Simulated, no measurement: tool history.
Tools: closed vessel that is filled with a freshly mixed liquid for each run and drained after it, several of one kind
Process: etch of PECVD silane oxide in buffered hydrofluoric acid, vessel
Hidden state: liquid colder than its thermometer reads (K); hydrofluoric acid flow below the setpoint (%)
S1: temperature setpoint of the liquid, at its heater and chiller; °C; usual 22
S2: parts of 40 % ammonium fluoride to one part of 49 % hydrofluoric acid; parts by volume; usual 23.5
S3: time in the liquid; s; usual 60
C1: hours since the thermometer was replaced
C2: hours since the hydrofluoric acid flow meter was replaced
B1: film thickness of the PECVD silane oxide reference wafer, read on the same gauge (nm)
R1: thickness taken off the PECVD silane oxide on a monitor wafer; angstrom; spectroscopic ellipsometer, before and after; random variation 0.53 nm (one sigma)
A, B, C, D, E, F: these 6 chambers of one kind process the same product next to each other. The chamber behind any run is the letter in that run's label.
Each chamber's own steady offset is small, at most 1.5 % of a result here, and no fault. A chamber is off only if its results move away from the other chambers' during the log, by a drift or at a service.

{"run": "1A", "hour": 12.1, "S1": 22, "S2": 23.5, "S3": 60, "C1": 128.1, "C2": 202.5, "B1": 140.03, "R1": 977.64}
{"run": "2E", "hour": 21.1, "S1": 22, "S2": 23.5, "S3": 60, "C1": 713, "C2": 59.4, "B1": 140.04, "R1": 967.44}
{"run": "3C", "hour": 32.5, "S1": 22, "S2": 23.5, "S3": 60, "C1": 559.4, "C2": 731.2, "B1": 139.96, "R1": 958.99}
{"run": "4B", "hour": 43.4, "S1": 22, "S2": 23.5, "S3": 60, "C1": 646.6, "C2": 1354.4, "B1": 140.01, "R1": 980.86}
{"run": "5F", "hour": 51.5, "S1": 22, "S2": 23.5, "S3": 60, "C1": 1896.3, "C2": 230.4, "B1": 140, "R1": 982.51}
{"run": "6D", "hour": 62.4, "S1": 22, "S2": 23.5, "S3": 60, "C1": 816.8, "C2": 819.7, "B1": 139.97, "R1": 952.99}
{"run": "7C", "hour": 71.6, "S1": 22, "S2": 23.5, "S3": 60, "C1": 598.5, "C2": 770.3, "B1": 139.99, "R1": 966.36}
{"run": "8F", "hour": 81.5, "S1": 22, "S2": 27, "S3": 50, "C1": 1926.3, "C2": 260.4, "B1": 139.98, "R1": 738.96}
{"run": "9A", "hour": 93.1, "S1": 22, "S2": 27, "S3": 50, "C1": 209.1, "C2": 283.5, "B1": 140.02, "R1": 732.45}
{"run": "10B", "hour": 102.2, "S1": 22, "S2": 27, "S3": 50, "C1": 705.4, "C2": 1413.2, "B1": 140.01, "R1": 730.99}
{"run": "11E", "hour": 111.8, "S1": 22, "S2": 27, "S3": 50, "C1": 803.7, "C2": 150.1, "B1": 140.05, "R1": 735.21}
{"run": "12D", "hour": 124.3, "S1": 22, "S2": 27, "S3": 50, "C1": 878.7, "C2": 881.6, "B1": 139.99, "R1": 714.12}
{"run": "13E", "hour": 133.2, "S1": 22, "S2": 27, "S3": 50, "C1": 825.1, "C2": 171.5, "B1": 140.06, "R1": 743.52}
{"run": "14C", "hour": 142.5, "S1": 22, "S2": 23.5, "S3": 60, "C1": 669.4, "C2": 841.2, "B1": 139.99, "R1": 964.34}
{"run": "15F", "hour": 151.7, "S1": 17, "S2": 23.5, "S3": 60, "C1": 1996.5, "C2": 330.6, "B1": 140.02, "R1": 742.42}
{"run": "16A", "hour": 163.5, "S1": 17, "S2": 23.5, "S3": 60, "C1": 279.5, "C2": 353.9, "B1": 139.99, "R1": 727.11}
{"run": "17B", "hour": 174.0, "S1": 17, "S2": 23.5, "S3": 60, "C1": 777.2, "C2": 1485, "B1": 139.99, "R1": 731.52}
{"run": "18D", "hour": 180.0, "S1": 17, "S2": 23.5, "S3": 60, "C1": 934.4, "C2": 937.3, "B1": 140.01, "R1": 708.49}
{"run": "19B", "hour": 186.7, "S1": 17, "S2": 23.5, "S3": 60, "C1": 789.9, "C2": 1497.7, "B1": 140.03, "R1": 732.41}
{"run": "20F", "hour": 195.5, "S1": 17, "S2": 23.5, "S3": 60, "C1": 2040.3, "C2": 374.4, "B1": 139.99, "R1": 739.13}
{"run": "21A", "hour": 206.0, "S1": 22, "S2": 23.5, "S3": 60, "C1": 322, "C2": 396.4, "B1": 139.99, "R1": 960.86}
{"run": "22E", "hour": 214.4, "S1": 22, "S2": 23.5, "S3": 60, "C1": 906.3, "C2": 252.7, "B1": 140.02, "R1": 975.77}
{"run": "23C", "hour": 224.4, "S1": 22, "S2": 23.5, "S3": 60, "C1": 751.3, "C2": 923.1, "B1": 140.01, "R1": 963.16}
{"hour": 226.4, "done": "chamber B: hydrofluoric acid flow meter replaced"}
{"run": "24D", "hour": 233.3, "S1": 24, "S2": 23.5, "S3": 60, "C1": 987.7, "C2": 990.6, "B1": 139.99, "R1": 1034.9}
{"run": "25E", "hour": 243.4, "S1": 24, "S2": 23.5, "S3": 60, "C1": 935.3, "C2": 281.7, "B1": 140.03, "R1": 1086.6}
{"run": "26D", "hour": 249.3, "S1": 24, "S2": 23.5, "S3": 60, "C1": 1003.7, "C2": 1006.6, "B1": 139.96, "R1": 1028.6}
{"run": "27A", "hour": 257.7, "S1": 24, "S2": 23.5, "S3": 60, "C1": 373.7, "C2": 448.1, "B1": 139.95, "R1": 1080.5}
{"hour": 262.4, "done": "chamber D: thermometer replaced"}
{"run": "28F", "hour": 268.8, "S1": 24, "S2": 23.5, "S3": 60, "C1": 2113.6, "C2": 447.7, "B1": 139.99, "R1": 1087.5}
{"run": "29B", "hour": 279.3, "S1": 24, "S2": 23.5, "S3": 60, "C1": 882.5, "C2": 53, "B1": 140, "R1": 1096}
{"run": "30C", "hour": 291.9, "S1": 22, "S2": 23.5, "S3": 60, "C1": 818.8, "C2": 990.6, "B1": 140.03, "R1": 957.83}
{"run": "31A", "hour": 304.5, "S1": 26, "S2": 23.5, "S3": 30, "C1": 420.5, "C2": 494.9, "B1": 139.98, "R1": 601.05}
{"run": "32E", "hour": 313.9, "S1": 26, "S2": 23.5, "S3": 30, "C1": 1005.8, "C2": 352.2, "B1": 140.01, "R1": 600.48}
{"run": "33C", "hour": 319.9, "S1": 26, "S2": 23.5, "S3": 30, "C1": 846.8, "C2": 1018.6, "B1": 140.01, "R1": 596.78}
{"run": "34D", "hour": 327.7, "S1": 26, "S2": 23.5, "S3": 30, "C1": 65.3, "C2": 1085, "B1": 140, "R1": 570.54}
{"run": "35F", "hour": 339.9, "S1": 26, "S2": 23.5, "S3": 30, "C1": 2184.7, "C2": 518.8, "B1": 140.04, "R1": 612.85}
{"run": "36B", "hour": 350.0, "S1": 26, "S2": 23.5, "S3": 30, "C1": 953.2, "C2": 123.7, "B1": 139.98, "R1": 607.16}
{"run": "37D", "hour": 356.8, "S1": 22, "S2": 23.5, "S3": 60, "C1": 94.4, "C2": 1114.1, "B1": 140, "R1": 903.94}

Is one chamber off against the others, does the gauge drift, or is nothing wrong? If a chamber is off, say which, and what the likeliest cause is.

Little by little, chamber D moves away from the other chambers.
Likeliest cause: hydrofluoric acid flow below the setpoint (%) = 8.96.

Which of the 4 candidates below, each the usual settings with something changed and its results left as question marks, puts chamber D back in line with what the other chambers give on the usual settings?
Allowed miss from the other chambers' usual-settings mean, per result, to count as in line: R1 19 angstrom
{"run": "38D-1", "hour": 365.8, "S1": 22.5, "S2": 23, "S3": 65, "R1": "?"}
{"run": "38D-2", "hour": 365.8, "S1": 21.5, "S2": 24, "S3": 55, "R1": "?"}
{"run": "38D-3", "hour": 365.8, "S1": 22, "S2": 26, "S3": 60, "R1": "?"}
{"run": "38D-4", "hour": 365.8, "S1": 22.5, "S2": 22, "S3": 60, "R1": "?"}

On the usual settings, the other chambers give on average: R1 969.53 angstrom
run=38D-1 R1=1027.5
run=38D-2 R1=798.37
run=38D-3 R1=847.84
run=38D-4 R1=977.67
The right change is 38D-4: it brings the chamber back within the allowed miss of the others.
